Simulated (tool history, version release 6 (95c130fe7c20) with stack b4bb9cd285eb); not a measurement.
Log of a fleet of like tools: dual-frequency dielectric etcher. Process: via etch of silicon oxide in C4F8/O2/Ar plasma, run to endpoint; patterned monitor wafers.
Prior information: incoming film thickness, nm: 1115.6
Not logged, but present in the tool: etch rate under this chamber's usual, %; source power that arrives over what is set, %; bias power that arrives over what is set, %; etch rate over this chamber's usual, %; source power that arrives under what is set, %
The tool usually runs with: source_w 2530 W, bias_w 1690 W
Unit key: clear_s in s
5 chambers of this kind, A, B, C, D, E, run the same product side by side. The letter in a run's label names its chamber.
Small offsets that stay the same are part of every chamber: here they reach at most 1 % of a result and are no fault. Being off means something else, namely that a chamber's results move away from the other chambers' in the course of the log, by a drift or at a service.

run,hour,source_w,bias_w,hours since the last wet clean,hours since the last source power generator calibration,hours since the last bias power generator calibration,clear_s
1C,7,2530,1690,291.2,3153.9,2681.3,207.97
2D,19.1,2530,1690,130.8,1343.5,4011.8,211.64
3A,27,2530,1690,302.3,436.9,1836.6,210.21
4E,37.7,2530,1690,285,1675.8,239.2,210.66
5B,45.2,2530,1690,322.8,1735.5,1433.3,208.26
6E,58.7,2530,1690,306,1696.8,260.2,209.77
7C,73.6,2530,1690,357.8,3220.5,2747.9,207.99
8B,87.5,2530,1690,365.1,1777.8,1475.6,208.19
# hour 88.1: chamber B: wet clean of the chamber
9A,96,2530,1690,371.3,505.9,1905.6,207.33
10D,109,2230,1533,220.7,1433.4,4101.7,227.04
11C,117.5,2230,1533,401.7,3264.4,2791.8,228.24
12A,126.6,2230,1533,401.9,536.5,1936.2,226.89
13E,137.4,2230,1533,384.7,1775.5,338.9,227.23
14D,151.5,2230,1533,263.2,1475.9,4144.2,228.8
15B,160,2530,1690,71.9,1850.3,1548.1,209.59
16C,166.6,2530,1690,450.8,3313.5,2840.9,214.52
17E,180.4,2530,1344,427.7,1818.5,381.9,223.93
18B,193.3,2530,1344,105.2,1883.6,1581.4,219.91
19D,201.6,2530,1344,313.3,1526,4194.3,223.17
# hour 208.2: chamber C: bias power generator calibrated
20A,214.2,2530,1344,489.5,624.1,2023.8,221.44
21B,228.1,2530,1344,140,1918.4,1616.2,221.79
22A,240.6,2530,1690,515.9,650.5,2050.2,209.27
# hour 244.5: chamber D: wet clean of the chamber
23D,249,2530,1558,4.6,1573.4,4241.7,214.36
24C,260.9,2530,1558,545.1,3407.8,52.8,220.93
25E,274,2530,1558,521.3,1912.1,475.5,215.89
# hour 284.4: chamber E: wet clean of the chamber
26A,284.7,2530,1558,560,694.6,2094.3,211.69
27D,292.2,2530,1558,47.8,1616.6,4284.9,215.36
28E,306.6,2530,1690,22.3,1944.7,508.1,210.55
29C,317.4,2530,1690,601.6,3464.3,109.3,218.3
30B,330.2,2530,1690,242.1,2020.5,1718.3,209.62

Next, all 5 chambers run the settings below, one line each with question marks for the results. What does each chamber give?
31A,341,2830,1690,,,,?
31B,341,2830,1690,,,,?
31C,341,2830,1690,,,,?
31D,341,2830,1690,,,,?
31E,341,2830,1690,,,,?

run,clear_s
31A,201.97
31B,200.92
31C,209.34
31D,202.05
31E,201.22
